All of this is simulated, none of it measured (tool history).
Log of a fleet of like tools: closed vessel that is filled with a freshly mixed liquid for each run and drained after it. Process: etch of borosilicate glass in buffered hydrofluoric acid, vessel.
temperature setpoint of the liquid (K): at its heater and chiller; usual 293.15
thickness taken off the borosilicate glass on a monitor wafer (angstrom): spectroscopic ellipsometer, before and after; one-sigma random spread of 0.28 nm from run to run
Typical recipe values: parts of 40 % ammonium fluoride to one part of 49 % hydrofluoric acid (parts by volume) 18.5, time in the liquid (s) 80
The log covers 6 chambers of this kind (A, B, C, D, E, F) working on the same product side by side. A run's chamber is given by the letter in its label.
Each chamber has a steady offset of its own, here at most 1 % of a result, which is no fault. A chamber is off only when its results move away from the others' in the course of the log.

run,day,temperature setpoint of the liquid (K),parts of 40 % ammonium fluoride to one part of 49 % hydrofluoric acid (parts by volume),time in the liquid (s),"read-back film thickness of the borosilicate glass reference wafer, read on the same gauge (nm)",thickness taken off the borosilicate glass on a monitor wafer (angstrom)
1F,0.400,293.15,18.5,80,30.009,435.97
2E,0.671,293.15,18.5,80,29.998,439.19
3B,1.071,293.15,18.5,80,30.014,435.56
4C,1.379,293.15,18.5,80,29.986,433.07
5A,1.712,293.15,18.5,80,30.011,434.82
6D,2.004,293.15,18.5,80,29.982,435.86
7A,2.275,293.15,18.5,80,30.001,437.33
8C,2.617,293.15,18.5,80,29.990,436.61
9F,3.029,293.15,18.5,50,30.013,275.34
10B,3.217,293.15,18.5,50,30.008,273.65
11D,3.417,293.15,18.5,50,30.007,274.84
12E,3.779,293.15,18.5,50,30.005,271.62
13E,4.150,293.15,18.5,50,30.005,273.81
14C,4.496,293.15,18.5,50,29.995,273.28
15B,4.708,293.15,13.0,80,30.013,621.02
16A,4.992,293.15,13.0,80,29.981,614.11
17D,5.254,293.15,13.0,80,29.979,618.45
18F,5.554,293.15,13.0,80,29.973,613.69
19E,5.867,293.15,13.0,80,30.006,620.00
20D,6.188,293.15,13.0,80,30.008,620.09
21C,6.508,293.15,18.5,80,30.003,434.78
22A,6.850,293.15,18.5,80,29.996,433.48
23F,7.167,293.15,18.5,80,30.013,433.63
24B,7.471,293.15,25.0,80,29.987,345.17
25A,7.850,293.15,25.0,80,30.010,342.79
26E,8.217,293.15,25.0,80,29.983,344.36
27F,8.533,293.15,25.0,80,30.011,340.86
28C,8.829,293.15,25.0,80,30.009,341.67
29D,9.062,293.15,25.0,80,30.003,346.53
30B,9.479,293.15,18.5,80,30.013,432.69
31C,9.858,293.15,18.5,80,30.010,432.77
32D,10.138,293.15,18.5,80,29.994,433.07
33A,10.471,293.15,18.5,80,30.005,434.85
34F,10.888,297.15,18.5,80,30.004,522.15
35E,11.300,297.15,18.5,80,29.986,540.88
36B,11.629,297.15,18.5,80,29.980,544.22
37F,12.046,297.15,18.5,80,30.003,522.21
38A,12.242,297.15,18.5,80,30.020,531.40
39B,12.638,297.15,18.5,80,29.991,540.19

All chambers now run identical settings, listed one chamber a line with results as question marks. What results will each chamber show?
40A,12.938,293.15,18.5,110,,?
40B,12.938,293.15,18.5,110,,?
40C,12.938,293.15,18.5,110,,?
40D,12.938,293.15,18.5,110,,?
40E,12.938,293.15,18.5,110,,?
40F,12.938,293.15,18.5,110,,?

run,thickness taken off the borosilicate glass on a monitor wafer (angstrom)
40A,595.96
40B,595.60
40C,604.97
40D,598.59
40E,597.35
40F,563.37
